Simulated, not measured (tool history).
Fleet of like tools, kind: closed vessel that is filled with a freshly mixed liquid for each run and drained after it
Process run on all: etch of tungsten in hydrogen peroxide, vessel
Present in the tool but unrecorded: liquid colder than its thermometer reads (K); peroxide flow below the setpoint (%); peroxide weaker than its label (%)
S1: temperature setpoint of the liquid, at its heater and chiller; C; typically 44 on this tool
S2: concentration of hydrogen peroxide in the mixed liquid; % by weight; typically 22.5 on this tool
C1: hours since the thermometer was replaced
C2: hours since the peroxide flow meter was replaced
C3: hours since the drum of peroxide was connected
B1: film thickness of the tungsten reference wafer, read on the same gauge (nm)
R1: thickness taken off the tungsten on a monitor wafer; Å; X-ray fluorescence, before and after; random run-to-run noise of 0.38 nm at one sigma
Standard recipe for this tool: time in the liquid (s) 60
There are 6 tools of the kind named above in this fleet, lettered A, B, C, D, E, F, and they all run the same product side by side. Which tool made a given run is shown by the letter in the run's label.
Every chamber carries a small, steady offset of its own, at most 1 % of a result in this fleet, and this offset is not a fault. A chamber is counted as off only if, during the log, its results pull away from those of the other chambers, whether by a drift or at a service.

Run 1D, day 0.571: usual settings; C1 423.6; C2 740.1; C3 692.6; B1 29.987. Result: R1 522.34 Å.
Run 2A, day 0.958: usual settings; C1 146.8; C2 865.6; C3 616.8; B1 30.010. Result: R1 513.06 Å.
Run 3B, day 1.321: usual settings; C1 432.1; C2 139.2; C3 97.2; B1 29.993. Result: R1 514.57 Å.
Run 4E, day 1.967: usual settings; C1 1521.7; C2 1425.7; C3 297.5; B1 30.019. Result: R1 516.19 Å.
Run 5F, day 2.538: usual settings; C1 108.4; C2 1301.3; C3 540.5; B1 29.993. Result: R1 513.61 Å.
Run 6C, day 3.062: usual settings; C1 809.1; C2 2071.3; C3 805.7; B1 30.020. Result: R1 507.77 Å.
At day 3.396: chamber F: new drum of peroxide connected.
Run 7A, day 3.725: usual settings; C1 213.2; C2 932.0; C3 683.2; B1 30.005. Result: R1 524.50 Å.
Run 8E, day 4.212: usual settings; C1 1575.6; C2 1479.6; C3 351.4; B1 30.004. Result: R1 522.15 Å.
Run 9F, day 4.650: usual settings; C1 159.1; C2 1352.0; C3 30.1; B1 29.996. Result: R1 515.72 Å.
Run 10B, day 5.021: usual settings but S2 16.5 % by weight; C1 520.9; C2 228.0; C3 186.0; B1 30.002. Result: R1 441.97 Å.
At day 5.192: chamber E: new drum of peroxide connected.
Run 11D, day 5.508: usual settings but S2 16.5 % by weight; C1 542.1; C2 858.6; C3 811.1; B1 30.035. Result: R1 452.41 Å.
Run 12C, day 6.125: usual settings but S2 16.5 % by weight; C1 882.6; C2 2144.8; C3 879.2; B1 30.011. Result: R1 440.02 Å.
Run 13E, day 6.475: usual settings but S2 16.5 % by weight; C1 1629.9; C2 1533.9; C3 30.8; B1 29.991. Result: R1 446.66 Å.
Run 14D, day 6.767: usual settings but S2 16.5 % by weight; C1 572.3; C2 888.8; C3 841.3; B1 30.004. Result: R1 444.96 Å.
At day 6.817: chamber D: new drum of peroxide connected.
Run 15A, day 7.350: usual settings but S2 16.5 % by weight; C1 300.2; C2 1019.0; C3 770.2; B1 29.958. Result: R1 441.38 Å.
Run 16F, day 7.879: usual settings; C1 236.6; C2 1429.5; C3 107.6; B1 29.990. Result: R1 523.28 Å.
Run 17B, day 8.483: usual settings; C1 604.0; C2 311.1; C3 269.1; B1 29.984. Result: R1 519.07 Å.
Run 18C, day 8.958: usual settings; C1 950.6; C2 2212.8; C3 947.2; B1 30.007. Result: R1 519.40 Å.
Run 19F, day 9.546: usual settings; C1 276.6; C2 1469.5; C3 147.6; B1 30.028. Result: R1 517.56 Å.
Run 20A, day 9.883: usual settings; C1 361.0; C2 1079.8; C3 831.0; B1 29.975. Result: R1 523.03 Å.
At day 9.904: chamber C: thermometer replaced.
Run 21C, day 10.404: usual settings but S1 52 C; C1 12.0; C2 2247.5; C3 981.9; B1 30.013. Result: R1 848.08 Å.
Run 22D, day 10.842: usual settings but S1 52 C; C1 670.1; C2 986.6; C3 96.7; B1 29.994. Result: R1 848.31 Å.
Run 23B, day 11.483: usual settings but S1 52 C; C1 676.0; C2 383.1; C3 341.1; B1 30.013. Result: R1 844.43 Å.
Run 24E, day 11.962: usual settings but S1 52 C; C1 1761.6; C2 1665.6; C3 162.5; B1 30.009. Result: R1 846.58 Å.
Run 25F, day 12.512: usual settings but S1 52 C; C1 347.8; C2 1540.7; C3 218.8; B1 30.002. Result: R1 852.06 Å.
Run 26A, day 12.838: usual settings but S1 52 C; C1 431.9; C2 1150.7; C3 901.9; B1 30.011. Result: R1 855.70 Å.
Run 27B, day 13.154: usual settings; C1 716.1; C2 423.2; C3 381.2; B1 30.023. Result: R1 522.99 Å.
At day 13.600: chamber A: thermometer replaced.
Run 28E, day 13.658: usual settings but S1 38 C; C1 1802.3; C2 1706.3; C3 203.2; B1 30.008. Result: R1 354.41 Å.
Run 29C, day 14.229: usual settings but S1 38 C; C1 103.8; C2 2339.3; C3 1073.7; B1 29.962. Result: R1 351.20 Å.
Run 30D, day 14.862: usual settings but S1 38 C; C1 766.6; C2 1083.1; C3 193.2; B1 30.040. Result: R1 342.95 Å.
Run 31C, day 15.433: usual settings but S1 38 C; C1 132.7; C2 2368.2; C3 1102.6; B1 30.016. Result: R1 352.94 Å.
Run 32E, day 15.971: usual settings but S1 38 C; C1 1857.8; C2 1761.8; C3 258.7; B1 30.014. Result: R1 356.75 Å.
At day 16.150: chamber D: peroxide flow meter replaced.
Run 33B, day 16.267: usual settings but S1 38 C; C1 790.8; C2 497.9; C3 455.9; B1 29.998. Result: R1 353.93 Å.
Run 34D, day 16.862: usual settings; C1 814.6; C2 17.2; C3 241.2; B1 30.020. Result: R1 502.05 Å.
Run 35A, day 17.438: usual settings; C1 92.2; C2 1261.1; C3 1012.3; B1 29.980. Result: R1 524.93 Å.
At day 17.704: chamber E: thermometer replaced.
Run 36F, day 18.092: usual settings; C1 481.7; C2 1674.6; C3 352.7; B1 29.964. Result: R1 519.58 Å.
Run 37E, day 18.475: usual settings; C1 18.5; C2 1821.9; C3 318.8; B1 30.040. Result: R1 520.00 Å.
At day 18.583: chamber F: thermometer replaced.
At day 18.883: chamber B: new drum of peroxide connected.
Run 38F, day 19.104: usual settings; C1 12.5; C2 1698.9; C3 377.0; B1 29.987. Result: R1 515.13 Å.
Run 39D, day 19.712: usual settings; C1 883.0; C2 85.6; C3 309.6; B1 29.976. Result: R1 487.50 Å.
Run 40C, day 20.100: usual settings; C1 244.7; C2 2480.2; C3 1214.6; B1 30.014. Result: R1 523.79 Å.
Run 41A, day 20.525: usual settings but S1 49 C; C1 166.3; C2 1335.2; C3 1086.4; B1 30.013. Result: R1 716.30 Å.
Run 42B, day 20.979: usual settings but S1 49 C; C1 903.9; C2 611.0; C3 50.3; B1 30.021. Result: R1 706.49 Å.
Run 43F, day 21.492: usual settings but S1 49 C; C1 69.8; C2 1756.2; C3 434.3; B1 29.993. Result: R1 706.26 Å.
Run 44A, day 22.112: usual settings but S1 49 C; C1 204.4; C2 1373.3; C3 1124.5; B1 30.000. Result: R1 717.66 Å.

Does one chamber stand apart from the rest, does the shared gauge drift, or is all well apart from small per-chamber offsets? Give the chamber and the most likely cause, where there is one.

It is chamber D that slowly wanders off from its peers.
Likeliest cause: liquid colder than its thermometer reads (K) = 1.13.

Which of the 4 candidates below, each the usual settings with something changed and its results left as question marks, puts chamber D back in line with what the other chambers give on the usual settings?
Maximum distance from the other chambers' mean on the usual settings for a result to count as in line: R1 13.00 Å
Run 45D-1, day 22.596: usual settings but S2 21.5 % by weight. Result: R1 ?.
Run 45D-2, day 22.596: usual settings but S1 43 C. Result: R1 ?.
Run 45D-3, day 22.596: usual settings but S2 23.5 % by weight. Result: R1 ?.
Run 45D-4, day 22.596: usual settings but S2 25.5 % by weight. Result: R1 ?.

The other chambers' mean on the usual settings: R1 518.95 Å
  run      R1
45D-1  477.95
45D-2  458.08
45D-3  499.88
45D-4  520.89
It is 45D-4 that realigns the chamber with its peers.

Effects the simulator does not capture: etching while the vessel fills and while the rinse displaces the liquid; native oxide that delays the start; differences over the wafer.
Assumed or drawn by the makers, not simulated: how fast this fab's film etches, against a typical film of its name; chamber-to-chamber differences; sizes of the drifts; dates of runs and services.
